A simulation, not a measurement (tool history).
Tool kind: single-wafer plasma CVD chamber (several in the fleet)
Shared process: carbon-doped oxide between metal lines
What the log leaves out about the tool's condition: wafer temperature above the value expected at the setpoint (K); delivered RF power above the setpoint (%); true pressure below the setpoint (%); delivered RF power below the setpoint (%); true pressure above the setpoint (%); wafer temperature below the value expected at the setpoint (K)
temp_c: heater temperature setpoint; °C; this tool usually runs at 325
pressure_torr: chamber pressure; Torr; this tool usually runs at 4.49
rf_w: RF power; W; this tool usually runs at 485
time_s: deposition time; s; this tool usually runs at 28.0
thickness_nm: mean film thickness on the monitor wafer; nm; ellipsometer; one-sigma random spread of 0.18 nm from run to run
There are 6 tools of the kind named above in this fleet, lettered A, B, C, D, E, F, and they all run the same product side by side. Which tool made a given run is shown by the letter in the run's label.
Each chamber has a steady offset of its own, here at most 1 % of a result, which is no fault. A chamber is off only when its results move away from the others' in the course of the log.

run,day,temp_c,pressure_torr,rf_w,time_s,hours since the last thermocouple change,hours since the last RF generator calibration,hours since the last manometer calibration,"read-back reference wafer on the same gauge, thickness_nm",thickness_nm
# day 0.212: chamber E: RF generator calibrated
1A,0.321,325,4.49,485,28.0,258.1,565.8,947.3,173.01,149.29
2C,0.750,325,4.49,485,28.0,1879.4,371.0,875.9,173.06,149.13
3F,1.033,325,4.49,485,28.0,961.2,135.3,1111.5,173.04,150.91
4E,1.321,325,4.49,485,28.0,1238.2,26.7,438.8,173.13,149.42
5B,1.825,325,4.49,560,28.0,554.8,520.6,1655.8,173.08,164.62
# day 2.212: chamber E: thermocouple changed; heater temperature recalibrated
6D,2.212,325,4.49,560,28.0,293.2,968.0,621.8,173.14,163.99
7F,2.704,325,4.49,560,28.0,1001.3,175.4,1151.6,173.16,165.84
8C,3.062,325,4.49,560,28.0,1934.9,426.5,931.4,173.14,163.45
9E,3.342,325,4.49,560,28.0,27.2,75.2,487.3,173.13,163.80
10B,3.925,325,4.49,560,28.0,605.2,571.0,1706.2,173.14,164.40
11A,4.279,325,4.49,485,28.0,353.1,660.8,1042.3,173.17,150.14
12D,4.817,325,3.87,485,25.7,355.7,1030.5,684.3,173.24,135.20
# day 5.129: chamber C: thermocouple changed; heater temperature recalibrated
13D,5.342,325,3.87,485,25.7,368.3,1043.1,696.9,173.23,134.74
14B,5.871,325,3.87,485,25.7,651.9,617.7,1752.9,173.24,135.60
15C,6.229,325,3.87,485,25.7,26.5,502.5,1007.4,173.31,134.79
16A,6.729,325,3.87,485,25.7,411.9,719.6,1101.1,173.30,134.87
17E,7.279,325,3.87,485,25.7,121.7,169.7,581.8,173.35,134.80
18F,7.688,325,4.49,485,28.0,1120.9,295.0,1271.2,173.39,151.27
19F,8.158,325,4.49,485,28.0,1132.2,306.3,1282.5,173.40,151.37
20C,8.492,325,4.49,485,28.0,80.8,556.8,1061.7,173.36,149.59
21B,8.808,325,4.49,485,28.0,722.4,688.2,1823.4,173.42,150.51
# day 9.154: chamber D: RF generator calibrated
22E,9.279,325,4.49,485,28.0,169.7,217.7,629.8,173.42,149.26
23D,9.825,325,5.35,485,28.0,475.9,16.1,804.5,173.43,154.02
24A,10.333,325,5.35,485,28.0,498.4,806.1,1187.6,173.45,153.46
25C,10.683,325,5.35,485,28.0,133.4,609.4,1114.3,173.46,153.81
26D,11.167,325,5.35,485,28.0,508.1,48.3,836.7,173.50,154.00
27E,11.446,325,5.35,485,28.0,221.7,269.7,681.8,173.54,153.44
28A,11.883,325,5.35,485,28.0,535.6,843.3,1224.8,173.53,153.73
29F,12.208,325,4.49,485,28.0,1229.4,403.5,1379.7,173.59,151.37
30B,12.671,325,4.49,485,28.0,815.1,780.9,1916.1,173.50,151.03
31A,13.283,325,4.49,485,28.0,569.2,876.9,1258.4,173.63,149.88
32F,13.846,325,4.49,485,28.0,1268.7,442.8,1419.0,173.62,151.60
# day 13.896: chamber B: thermocouple changed; heater temperature recalibrated
33B,14.433,325,4.49,485,28.0,13.0,823.2,1958.4,173.67,150.79
34C,14.729,325,4.49,485,28.0,230.5,706.5,1211.4,173.69,149.76
35D,15.254,332,3.62,485,28.0,606.2,146.4,934.8,173.69,142.45
36E,15.708,332,3.62,485,28.0,324.0,372.0,784.1,173.73,142.31
37D,16.188,332,3.62,485,28.0,628.6,168.8,957.2,173.65,142.27
38E,16.604,332,3.62,485,28.0,345.5,393.5,805.6,173.74,142.39
39F,16.879,332,3.62,485,28.0,1341.5,515.6,1491.8,173.78,143.95
40B,17.258,332,3.62,485,28.0,80.8,891.0,2026.2,173.78,142.93
41A,17.654,325,4.49,485,28.0,674.1,981.8,1363.3,173.76,149.92
42C,18.067,335,4.49,485,28.0,310.6,786.6,1291.5,173.82,145.09
43A,18.462,335,4.49,485,28.0,693.5,1001.2,1382.7,173.81,145.08
44D,18.912,335,4.49,485,28.0,694.0,234.2,1022.6,173.82,145.25

Does one chamber stand apart from the rest, does the shared gauge drift, or is all well apart from small per-chamber offsets? Give the chamber and the most likely cause, where there is one.

It is the gauge, not a chamber: its drift shows up in every chamber's results at once, and no chamber is off.
What lies behind it: gauge reads high (%) = 0.501.

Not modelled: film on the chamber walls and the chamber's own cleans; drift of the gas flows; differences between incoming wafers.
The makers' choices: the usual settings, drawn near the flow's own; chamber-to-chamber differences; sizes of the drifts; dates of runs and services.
